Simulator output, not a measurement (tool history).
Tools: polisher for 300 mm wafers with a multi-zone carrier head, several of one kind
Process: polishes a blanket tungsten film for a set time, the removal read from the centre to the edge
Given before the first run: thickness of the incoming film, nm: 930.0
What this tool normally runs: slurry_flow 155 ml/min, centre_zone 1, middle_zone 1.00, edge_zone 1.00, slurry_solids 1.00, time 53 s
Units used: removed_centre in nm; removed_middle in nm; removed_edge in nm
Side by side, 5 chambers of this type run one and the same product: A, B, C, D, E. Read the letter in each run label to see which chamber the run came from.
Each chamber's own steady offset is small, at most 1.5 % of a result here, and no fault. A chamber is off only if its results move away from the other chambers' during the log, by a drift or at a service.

run,hour,slurry_flow,centre_zone,middle_zone,edge_zone,slurry_solids,time,wafers polished on this pad,hours since the slurry nozzle was cleaned,hours since the centre zone pressure was calibrated,hours since the edge zone pressure was calibrated,removed_centre,removed_middle,removed_edge
# hour 4.0: chamber B: worn pad replaced by a new one
1E,8.8,155,1,1.00,1.00,1.00,53,764,181.6,416.0,657.1,385.24,387.15,388.59
# hour 15.0: chamber B: slurry nozzle cleaned
# hour 15.8: chamber E: worn pad replaced by a new one
2D,18.7,155,1,1.00,1.00,1.00,53,556,34.9,750.9,1126.0,380.66,379.01,385.33
3B,25.0,155,1,1.00,1.00,1.00,53,188,10.0,423.4,1014.9,388.59,389.48,390.88
# hour 27.8: chamber D: centre zone pressure recalibrated
# hour 34.7: chamber A: worn pad replaced by a new one
4A,36.5,155,1,1.00,1.00,1.00,53,16,188.6,785.9,1095.9,393.23,382.08,380.69
# hour 43.7: chamber D: worn pad replaced by a new one
# hour 46.2: chamber D: edge zone pressure recalibrated
5C,49.5,155,1,1.00,1.00,1.00,53,808,75.9,729.6,311.2,397.53,384.94,375.92
# hour 49.7: chamber C: worn pad replaced by a new one
6A,63.1,155,1,1.00,1.00,1.00,53,255,215.2,812.5,1122.5,378.46,389.26,376.45
7E,72.3,155,1,1.00,1.00,1.00,53,506,245.1,479.5,720.6,385.26,392.45,383.65
8B,84.3,155,1,1.00,1.00,1.00,53,720,69.3,482.7,1074.2,386.96,389.38,381.36
9C,95.8,155,1,1.00,1.00,1.00,53,413,122.2,775.9,357.5,388.08,385.23,391.54
# hour 101.7: chamber C: edge zone pressure recalibrated
# hour 101.8: chamber A: slurry nozzle cleaned
# hour 104.1: chamber E: worn pad replaced by a new one
10D,110.2,155,1,1.00,1.00,1.00,53,596,126.4,82.5,64.1,390.84,382.19,377.76
# hour 115.5: chamber A: edge zone pressure recalibrated
11D,121.2,155,1,1.00,1.00,1.00,53,695,137.4,93.5,75.1,371.98,378.70,382.36
12B,129.6,155,1,0.96,1.00,1.00,53,1126,114.6,528.0,1119.5,383.29,381.44,387.70
13E,137.5,155,1,0.96,1.00,1.00,53,299,310.3,544.7,785.8,384.23,366.68,380.89
# hour 141.3: chamber D: worn pad replaced by a new one
# hour 142.7: chamber C: worn pad replaced by a new one
# hour 145.6: chamber B: worn pad replaced by a new one
14C,151.6,155,1,0.96,1.00,1.00,53,80,178.0,831.7,49.9,389.13,365.25,382.62
15A,158.9,155,1,0.96,1.00,1.00,53,1113,57.1,908.3,43.5,385.59,376.52,388.75
# hour 167.5: chamber A: worn pad replaced by a new one
16E,171.4,155,1,0.96,1.00,1.00,53,603,344.2,578.6,819.7,388.76,365.32,380.56
17C,181.0,155,1,1.00,1.00,1.00,53,344,207.4,861.1,79.3,387.62,390.24,380.70
18A,190.8,155,1,1.00,1.00,1.00,53,209,89.0,940.2,75.4,380.46,389.87,382.89
# hour 190.9: chamber E: worn pad replaced by a new one
19B,200.4,155,1,1.00,1.00,1.00,53,491,185.4,598.8,1190.3,391.72,383.61,398.72
# hour 201.2: chamber B: slurry nozzle cleaned
20D,212.5,155,1,1.00,1.00,1.00,53,638,228.7,184.8,166.4,387.05,387.19,391.79
21C,220.0,155,1,1.00,1.00,1.00,53,693,246.4,900.1,118.3,392.52,384.91,378.37
22E,228.8,155,1,1.00,1.00,1.00,53,340,401.6,636.0,877.1,383.66,384.70,389.51
# hour 230.2: chamber D: worn pad replaced by a new one
23A,236.9,155,1,1.00,1.00,1.00,53,622,135.1,986.3,121.5,386.01,393.55,376.72
24B,243.4,155,1,1.00,1.00,1.00,53,877,42.2,641.8,1233.3,389.97,393.16,388.75
# hour 244.3: chamber C: worn pad replaced by a new one
# hour 246.0: chamber E: slurry nozzle cleaned
25D,253.1,155,1,1.00,1.00,1.00,53,205,269.3,225.4,207.0,388.05,391.11,379.46
# hour 257.0: chamber B: edge zone pressure recalibrated
# hour 263.3: chamber E: worn pad replaced by a new one
26D,266.9,155,1,1.00,1.00,1.00,53,329,283.1,239.2,220.8,380.54,395.80,385.31
27E,279.8,155,1,1.00,1.00,1.00,53,148,33.8,687.0,928.1,380.61,384.32,385.22
# hour 287.3: chamber C: centre zone pressure recalibrated
# hour 292.2: chamber A: worn pad replaced by a new one
28A,292.2,155,1,1.00,0.91,1.00,53,0,190.4,1041.6,176.8,390.25,385.26,365.93
# hour 301.4: chamber B: worn pad replaced by a new one
29B,302.1,155,1,1.00,0.91,1.00,53,7,100.9,700.5,45.1,394.36,391.27,365.59
30C,310.6,155,1,1.00,0.91,1.00,53,594,337.0,23.4,208.9,392.23,383.92,364.31
31E,322.7,155,1,1.00,0.91,1.00,53,533,76.7,729.9,971.0,383.63,378.07,363.84
# hour 324.1: chamber D: worn pad replaced by a new one
32D,330.7,155,1,1.00,0.91,1.00,53,59,346.9,303.0,284.6,384.94,377.13,360.74
# hour 339.9: chamber E: worn pad replaced by a new one
33B,341.8,155,1,1.00,1.00,0.75,53,362,140.6,740.2,84.8,356.24,363.51,366.42
# hour 342.1: chamber B: centre zone pressure recalibrated
# hour 345.6: chamber C: worn pad replaced by a new one
34C,348.7,155,1,1.00,1.00,0.75,53,27,375.1,61.5,247.0,365.86,360.69,352.87
35A,356.3,155,1,1.00,1.00,0.75,53,575,254.5,1105.7,240.9,363.80,368.92,363.20
36A,367.4,155,1,1.00,1.00,0.75,53,674,265.6,1116.8,252.0,360.12,357.04,354.91
37D,381.6,155,1,1.00,1.00,0.75,53,516,397.8,353.9,335.5,352.78,359.69,362.67
38E,388.8,115,1,1.00,0.93,1.00,53,438,142.8,796.0,1037.1,352.26,363.19,353.91
39C,395.7,115,1,1.00,0.93,1.00,53,449,422.1,108.5,294.0,357.43,359.50,353.61
40B,404.6,115,1,1.00,0.93,1.00,53,926,203.4,62.6,147.6,371.25,361.80,368.02
# hour 412.9: chamber E: worn pad replaced by a new one
41E,416.1,115,1,1.00,0.93,1.00,53,29,170.1,823.3,1064.4,364.75,369.11,362.00

Which is it: a chamber that has drifted or been left off by a service, a gauge drift common to all chambers, or only each chamber's usual small offset? If a chamber is off, name it and its likeliest cause.

No chamber stands off beyond its own small offset, and the gauge holds steady.
